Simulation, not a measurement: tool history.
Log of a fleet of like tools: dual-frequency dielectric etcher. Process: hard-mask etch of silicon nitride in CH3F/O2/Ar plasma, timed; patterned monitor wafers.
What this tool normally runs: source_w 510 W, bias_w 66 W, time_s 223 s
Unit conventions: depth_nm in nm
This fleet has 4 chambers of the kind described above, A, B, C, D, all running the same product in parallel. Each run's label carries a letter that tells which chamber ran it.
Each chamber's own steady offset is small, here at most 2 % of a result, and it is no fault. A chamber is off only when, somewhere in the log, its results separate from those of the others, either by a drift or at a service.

run   hour  source_w  bias_w  time_s  read-back reference wafer on the same gauge, depth_nm  depth_nm
 1A    5.7       510      66     223                                                 168.93    165.93
 2D   12.4       510      66     223                                                 168.93    164.93
 3C   18.2       510      66     223                                                 168.85     167.5
 4B     24       510      66     223                                                 168.94     168.8
 5C   33.1       510      66     223                                                 168.88    167.35
 6A   41.6       510      66     223                                                 168.86    165.92
      41.7  -- chamber C: wet clean of the chamber
 7B   47.1       510      66     223                                                 168.84    168.52
 8D     52       510      66     223                                                 168.74    165.11
 9D   58.5       510      66     223                                                 168.67    164.91
10B     67       510      66     223                                                 168.76    168.67
11C     71       510      66     223                                                 168.63    166.67
12A   75.7       510      66     223                                                 168.62    166.47
13A   81.7       510      66     223                                                  168.7    166.69
14B     89       510      66     166                                                 168.66    125.42
15C   93.5       510      66     166                                                 168.61       124
16D  101.9       510      66     166                                                 168.63    122.57
17A  107.9       510      66     166                                                 168.57    124.05
18C  115.6       510      66     223                                                 168.54    166.83
19B  120.9       390      66     260                                                  168.5    177.06
20D  128.4       390      66     260                                                 168.47    172.91
21D  133.6       390      66     260                                                 168.44    172.45
22A  142.2       390      66     260                                                 168.43    175.15
23B  147.7       510      66     255                                                 168.43    192.42
24C  154.2       510      66     255                                                 168.36    190.45
25C  162.2       510      66     255                                                 168.26    190.29
26D  170.5       510      66     255                                                 168.32    188.42
27A  175.4       510      59     223                                                 168.29    160.15
28B  181.9       510      59     223                                                  168.3    162.32
29A  186.5       510      59     223                                                 168.28    159.73
       190  -- chamber A: wet clean of the chamber
30D  190.7       510      59     223                                                 168.23    158.48
31B  194.8       510      66     223                                                 168.17    168.02
32C    201       510      66     223                                                 168.18    166.53
33C  206.9       510      66     223                                                 168.13    166.55
34D  211.1       510      66     223                                                  168.1    164.49
35B  216.3       510      66     191                                                 168.06     143.3
36A  223.2       510      66     191                                                 168.05    141.77
37B  230.7       510      66     191                                                 168.09    143.68
38C  237.2       510      66     191                                                 167.97    142.37
     241.7  -- chamber B: wet clean of the chamber
39A  245.1       510      66     223                                                 167.99     165.4
40D  249.3       510      66     223                                                 167.94    164.28
41C  258.3       510      66     223                                                 167.97    166.32
42B  266.3       510      66     223                                                 167.95     167.8
43A  272.7       510      66     223                                                 167.88     165.9

One chamber off, gauge drift, or nothing amiss beyond the chambers' own small offsets? If it is a chamber, which one, and what is the likeliest cause?

It is the gauge, not a chamber: its drift shows up in every chamber's results at once, and no chamber is off.
Most likely cause: gauge reads low (%) = 0.681.
